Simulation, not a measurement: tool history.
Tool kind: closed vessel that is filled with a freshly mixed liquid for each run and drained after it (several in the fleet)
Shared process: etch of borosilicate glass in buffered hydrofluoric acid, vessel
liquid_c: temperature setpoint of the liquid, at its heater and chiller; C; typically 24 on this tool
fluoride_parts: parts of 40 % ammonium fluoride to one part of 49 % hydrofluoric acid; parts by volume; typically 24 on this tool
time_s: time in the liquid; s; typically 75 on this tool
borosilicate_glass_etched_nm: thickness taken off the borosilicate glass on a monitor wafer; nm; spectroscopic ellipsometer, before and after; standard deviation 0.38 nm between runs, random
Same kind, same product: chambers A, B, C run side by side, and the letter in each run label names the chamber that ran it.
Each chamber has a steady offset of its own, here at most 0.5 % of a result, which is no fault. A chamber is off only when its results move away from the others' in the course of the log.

run,hour,liquid_c,fluoride_parts,time_s,"read-back film thickness of the borosilicate glass reference wafer, read on the same gauge (nm)",borosilicate_glass_etched_nm
1B,6.9,24,24,75,120.02,42.009
2A,12.6,24,24,75,120,41.862
3C,16.8,24,24,75,120,40.651
4C,22.1,24,24,75,120,41.539
5B,26.6,24,24,75,119.99,41.782
6A,30,24,24,75,120,42.165
7C,34.8,24,24,75,120,40.851
8B,38.4,24,24,75,119.99,41.599
9A,44,24,24,75,119.99,42.444
10B,48.7,24,24,75,119.98,43.258
11C,54.3,24,24,75,119.99,41.761
12A,57.6,24,24,75,120.02,42.202
13B,64.1,24,24,75,120.01,44.614
14C,69.2,24,19,40,120.02,25.853
15A,73.9,24,19,40,120,26.691
16C,79.5,24,19,40,120.02,26.454
17B,84.3,28.5,14.5,75,120,88.946
18A,88.6,28.5,14.5,75,120,81.79
19A,95,28.5,14.5,75,119.99,81.549
20C,100.9,24,24,75,120,41.66
21B,107.2,25.5,24,60,120.02,39.707
22B,110.3,25.5,24,60,120,39.966
23C,113.5,25.5,24,60,120,35.706
24A,118.6,24,24,75,120.01,40.847

All chambers now run identical settings, listed one chamber a line with results as question marks. What results will each chamber show?
25A,123.6,24,24,75,,?
25B,123.6,24,24,75,,?
25C,123.6,24,24,75,,?

run,borosilicate_glass_etched_nm
25A,41.641
25B,47.208
25C,41.289
